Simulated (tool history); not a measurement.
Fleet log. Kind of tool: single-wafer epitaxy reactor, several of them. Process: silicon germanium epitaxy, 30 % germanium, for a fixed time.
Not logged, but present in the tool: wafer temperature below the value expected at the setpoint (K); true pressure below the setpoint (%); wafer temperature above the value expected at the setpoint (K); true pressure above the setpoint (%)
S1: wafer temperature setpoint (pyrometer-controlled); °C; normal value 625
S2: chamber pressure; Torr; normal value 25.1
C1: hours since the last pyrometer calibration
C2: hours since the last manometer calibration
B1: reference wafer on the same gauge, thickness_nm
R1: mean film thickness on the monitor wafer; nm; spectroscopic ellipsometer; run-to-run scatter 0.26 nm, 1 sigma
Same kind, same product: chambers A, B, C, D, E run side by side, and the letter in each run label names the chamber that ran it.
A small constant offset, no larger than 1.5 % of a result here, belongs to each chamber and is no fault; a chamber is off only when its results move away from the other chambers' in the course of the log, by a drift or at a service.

run,day,S1,S2,C1,C2,B1,R1
1C,0.117,625,25.1,254.4,334.9,105.06,100.35
2A,0.262,625,25.1,568.8,862.8,105.01,101.88
3B,0.433,625,25.1,166.2,314.4,104.95,100.37
4E,0.558,625,25.1,1893.1,1166.1,104.98,102.16
5D,0.708,625,25.1,2551.8,1732.6,104.97,100.37
6E,0.929,630,19.2,1902,1175,105.08,100.33
7D,1.125,630,19.2,2561.8,1742.6,105,98.613
8A,1.392,630,19.2,595.9,889.9,104.98,99.298
9B,1.571,630,19.2,193.5,341.7,104.97,98.67
10C,1.738,630,19.2,293.3,373.8,105.04,97.831
11B,1.962,625,25.1,202.9,351.1,104.98,99.984
12E,2.162,625,25.1,1931.6,1204.6,104.96,102.05
13D,2.333,625,25.1,2590.8,1771.6,105.02,101.04
14C,2.571,625,25.1,313.3,393.8,105.03,100.21
15A,2.717,625,25.1,627.7,921.7,104.98,100.77
16E,2.871,625,25.1,1948.6,1221.6,104.99,102.23
17B,3.129,634,29.3,230.9,379.1,105.01,124.28
18A,3.342,634,29.3,642.7,936.7,104.98,124.93
19D,3.471,634,29.3,2618.1,1798.9,105.09,124.67
20C,3.642,634,29.3,339,419.5,105.02,124.08
21B,3.854,634,29.3,248.3,396.5,105.03,124.63
22A,4.071,625,25.1,660.2,954.2,104.95,99.49
23D,4.333,625,25.1,2638.8,1819.6,104.96,100.5
24C,4.492,625,25.1,359.4,439.9,104.98,100.64
25E,4.75,625,25.1,1993.7,1266.7,104.98,102.07
26C,4.983,625,29.7,371.2,451.7,104.98,107.75
27E,5.238,625,29.7,2005.4,1278.4,105.11,109.56
28A,5.488,625,29.7,694.2,988.2,104.91,105.58
29B,5.688,625,29.7,292.3,440.5,105.06,106.91
30D,5.954,625,29.7,2677.7,1858.5,105.01,107.43
31E,6.175,625,25.1,2027.9,1300.9,105,102.49

Decide between three cases: one chamber stands off from its peers, the gauge reading all wafers drifts, or nothing is wrong past each chamber's small offset. Where a chamber is off, say which and what most likely put it there.

One chamber, A, drifts off from the rest bit by bit.
Most likely cause: wafer temperature below the value expected at the setpoint (K) = 1.75.
The log may not separate it from: true pressure below the setpoint (%).

Which of the 4 candidates below, each the usual settings with something changed and its results left as question marks, puts chamber A back in line with what the other chambers give on the usual settings?
In-line tolerance around the mean of the other chambers on the usual settings: R1 0.92 nm
32A-1,6.367,625,24.5,,,,?
32A-2,6.367,625,23.5,,,,?
32A-3,6.367,625,25.7,,,,?
32A-4,6.367,625,26.7,,,,?

On the usual settings, the other chambers give on average: R1 100.95 nm
run,R1
32A-1,97.32
32A-2,95.723
32A-3,99.185
32A-4,100.7
Change 32A-4 lands the chamber within the allowed miss of the other chambers.
